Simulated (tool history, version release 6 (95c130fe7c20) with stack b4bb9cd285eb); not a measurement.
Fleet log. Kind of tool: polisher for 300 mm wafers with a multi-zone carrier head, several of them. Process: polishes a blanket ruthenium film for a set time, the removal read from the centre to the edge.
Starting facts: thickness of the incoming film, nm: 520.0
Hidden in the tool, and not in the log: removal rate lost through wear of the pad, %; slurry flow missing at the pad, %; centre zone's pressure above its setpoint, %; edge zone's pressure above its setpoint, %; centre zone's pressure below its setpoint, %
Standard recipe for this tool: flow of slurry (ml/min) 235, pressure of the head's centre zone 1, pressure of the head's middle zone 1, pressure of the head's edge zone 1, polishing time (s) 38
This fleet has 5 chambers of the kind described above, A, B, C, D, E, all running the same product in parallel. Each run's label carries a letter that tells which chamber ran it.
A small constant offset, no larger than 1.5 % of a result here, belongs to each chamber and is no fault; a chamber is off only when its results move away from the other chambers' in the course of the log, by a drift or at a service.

run     day  flow of slurry (ml/min)  pressure of the head's centre zone  pressure of the head's middle zone  pressure of the head's edge zone  polishing time (s)  wafers polished on this pad  hours since the slurry nozzle was cleaned  hours since the centre zone pressure was calibrated  hours since the edge zone pressure was calibrated  film removed at the wafer's centre (Å)  film removed at mid-radius (Å)  film removed at the wafer's edge (Å)
      0.183  -- chamber D: worn pad replaced by a new one
 1C   0.362                      235                                   1                                   1                                 1                  38                          219                                      540.6                                                668.2                                               38.9                                   333.9                          336.79                                347.11
      0.658  -- chamber E: worn pad replaced by a new one
 2E   0.788                      235                                   1                                   1                                 1                  38                           41                                      235.9                                                227.7                                              328.9                                  337.05                          344.97                                   341
      0.938  -- chamber B: slurry nozzle cleaned
 3D   1.212                      235                                   1                                   1                                 1                  38                          321                                      608.9                                                272.3                                              490.5                                  338.33                          338.43                                337.87
 4A   1.571                      235                                   1                                   1                                 1                  38                          718                                      175.7                                                  224                                              160.8                                  345.73                          335.86                                343.07
 5B   1.942                      235                                   1                                   1                                 1                  38                          780                                       24.2                                                664.3                                              383.9                                  335.81                          335.75                                339.88
 6E   2.546                      235                                   1                                   1                                 1                  38                          590                                      278.1                                                269.9                                              371.1                                   332.9                          342.72                                339.26
 7A   3.092                      235                                   1                                   1                                 1                  38                         1193                                      212.2                                                260.5                                              197.3                                  344.34                          338.05                                339.69
      3.375  -- chamber B: centre zone pressure recalibrated
      3.388  -- chamber C: worn pad replaced by a new one
 8C   3.396                      235                                1.11                                   1                                 1                  29                            3                                      613.4                                                  741                                              111.7                                  285.98                          257.73                                259.31
      3.421  -- chamber A: worn pad replaced by a new one
        3.6  -- chamber B: worn pad replaced by a new one
 9D   3.775                      235                                1.11                                   1                                 1                  29                         1122                                      670.4                                                333.8                                                552                                  290.43                          259.35                                257.98
10B   4.129                      235                                1.11                                   1                                 1                  29                          165                                       76.7                                                 18.2                                              436.4                                  290.23                          258.57                                253.71
11A   4.579                      235                                1.11                                   1                                 1                  29                          362                                      247.9                                                296.2                                                233                                  287.42                          253.65                                267.66
      4.854  -- chamber C: slurry nozzle cleaned
      4.888  -- chamber E: worn pad replaced by a new one
12B     4.9                      235                                1.11                                   1                                 1                  29                          406                                       95.2                                                 36.7                                              454.9                                  288.51                           256.6                                252.16
13C   5.221                      235                                   1                                   1                                 1                  38                          573                                        8.9                                                784.8                                              155.5                                  335.34                          334.71                                 335.9
      5.333  -- chamber D: worn pad replaced by a new one
14E   5.604                      235                                   1                                   1                                 1                  38                          224                                      351.5                                                343.3                                              444.5                                  333.26                          341.68                                337.05
      5.608  -- chamber A: slurry nozzle cleaned
      5.608  -- chamber A: centre zone pressure recalibrated
15D   6.146                      235                                   1                                   1                                 1                  38                          254                                      727.3                                                390.7                                              608.9                                  338.31                          338.36                                337.26
16B   6.667                      275                                   1                                   1                                 1                  48                          958                                      137.6                                                 79.1                                              497.3                                  440.06                          429.21                                436.79
17E   6.962                      275                                   1                                   1                                 1                  48                          648                                      384.1                                                375.9                                              477.1                                  428.77                          440.95                                431.49
      7.092  -- chamber E: slurry nozzle cleaned
      7.096  -- chamber C: centre zone pressure recalibrated
18D   7.458                      275                                   1                                   1                                 1                  48                          664                                      758.8                                                422.2                                              640.4                                  433.33                          432.82                                430.58
      7.475  -- chamber C: worn pad replaced by a new one
      7.742  -- chamber A: worn pad replaced by a new one
19A   7.788                      275                                   1                                   1                                 1                  48                           14                                       52.4                                                 52.3                                                310                                  438.04                          433.19                                 444.1
       8.15  -- chamber B: worn pad replaced by a new one
20C   8.317                      275                                   1                                   1                                 1                  48                          263                                       83.2                                                 29.4                                              229.8                                  436.57                          430.97                                 435.5
      8.404  -- chamber D: slurry nozzle cleaned
21C   8.762                      235                                   1                                   1                                 1                  38                          402                                       93.9                                                 40.1                                              240.5                                  341.64                          334.39                                332.96
22E   9.346                      235                                   1                                   1                                 1                  38                         1393                                       54.2                                                433.1                                              534.3                                  329.51                          343.67                                335.82
      9.546  -- chamber E: worn pad replaced by a new one
23D   9.917                      235                                   1                                   1                                 1                  38                         1432                                       36.4                                                481.2                                              699.4                                  337.87                          338.48                                336.26
     10.283  -- chamber D: worn pad replaced by a new one
24A  10.429                      235                                   1                                   1                                 1                  38                          839                                      115.8                                                115.7                                              373.4                                  336.51                          337.15                                349.85
25B      11                      235                                   1                                   1                                 1                  38                          891                                      241.6                                                183.1                                              601.3                                  343.42                          333.23                                326.34
     11.046  -- chamber C: worn pad replaced by a new one
26D  11.325                      235                                   1                                   1                                 1                  38                          325                                       70.2                                                  515                                              733.2                                  339.35                          338.31                                341.61
     11.338  -- chamber B: slurry nozzle cleaned
27E  11.629                      235                                   1                                   1                                 1                  38                          650                                        109                                                487.9                                              589.1                                  332.55                          339.09                                338.95
     11.688  -- chamber B: worn pad replaced by a new one
     12.029  -- chamber A: worn pad replaced by a new one
28A  12.183                      235                                   1                                   1                                 1                  38                           48                                      157.9                                                157.8                                              415.5                                  340.49                          335.29                                340.04
29B    12.7                      235                                   1                                   1                                 1                  38                          317                                       32.8                                                223.9                                              642.1                                   339.1                          336.52                                340.38
30C  13.062                      235                                   1                                   1                                 1                  38                          629                                      197.1                                                143.3                                              343.7                                  336.95                          338.86                                333.28
31D  13.433                      235                                   1                                   1                                 1                  38                          984                                      120.8                                                565.6                                              783.8                                  334.97                          340.22                                334.52
     13.546  -- chamber E: worn pad replaced by a new one
32B  13.996                      235                                   1                                   1                                 1                  45                          721                                       63.9                                                  255                                              673.2                                  399.39                          401.21                                 390.1
     14.233  -- chamber E: centre zone pressure recalibrated
     14.254  -- chamber D: worn pad replaced by a new one
33A  14.492                      235                                   1                                   1                                 1                  45                          769                                      213.3                                                213.2                                              470.9                                  409.46                           400.8                                393.76
34E  14.821                      235                                   1                                   1                                 1                  45                          398                                      185.6                                                 14.2                                              665.7                                  398.26                          399.25                                404.77
      15.25  -- chamber B: worn pad replaced by a new one
35C  15.375                      235                                   1                                   1                                 1                  45                         1352                                      252.6                                                198.8                                              399.2                                  397.88                          403.13                                395.49
     15.446  -- chamber C: worn pad replaced by a new one
36A  15.758                      235                                   1                                   1                                 1                  45                         1164                                      243.7                                                243.6                                              501.3                                  400.41                          397.74                                400.97
37E  16.321                      235                                   1                                   1                                 1                  38                          866                                      221.6                                                 50.2                                              701.7                                  332.96                          343.18                                 340.7
38B  16.788                      235                                   1                                   1                                 1                  38                          481                                      130.9                                                  322                                              740.2                                  342.98                          339.99                                326.95
39D  17.421                      235                                   1                                   1                                 1                  38                          989                                      216.5                                                661.3                                              879.5                                  333.25                          336.46                                335.67
40C  18.046                      235                                   1                                   1                                 1                  38                          812                                      316.7                                                262.9                                              463.3                                  336.06                           336.9                                 331.9
     18.279  -- chamber E: worn pad replaced by a new one
41D   18.65                      235                                   1                                   1                                 1                  38                         1373                                        246                                                690.8                                                909                                  338.09                          340.52                                336.18
42C   19.15                      235                                   1                                   1                                 1                  38                         1157                                      343.2                                                289.4                                              489.8                                  338.73                          335.02                                338.06
43E  19.471                      310                                   1                                1.11                                 1                  38                          373                                      297.2                                                125.8                                              777.3                                  349.12                          385.64                                346.81
     19.867  -- chamber B: worn pad replaced by a new one
44B  20.012                      310                                   1                                1.11                                 1                  38                           46                                      208.3                                                399.4                                              817.6                                  350.99                          388.49                                341.98

Decide between three cases: one chamber stands off from its peers, the gauge reading all wafers drifts, or nothing is wrong past each chamber's small offset. Where a chamber is off, say which and what most likely put it there.

No chamber stands off beyond its own small offset, and the gauge holds steady.

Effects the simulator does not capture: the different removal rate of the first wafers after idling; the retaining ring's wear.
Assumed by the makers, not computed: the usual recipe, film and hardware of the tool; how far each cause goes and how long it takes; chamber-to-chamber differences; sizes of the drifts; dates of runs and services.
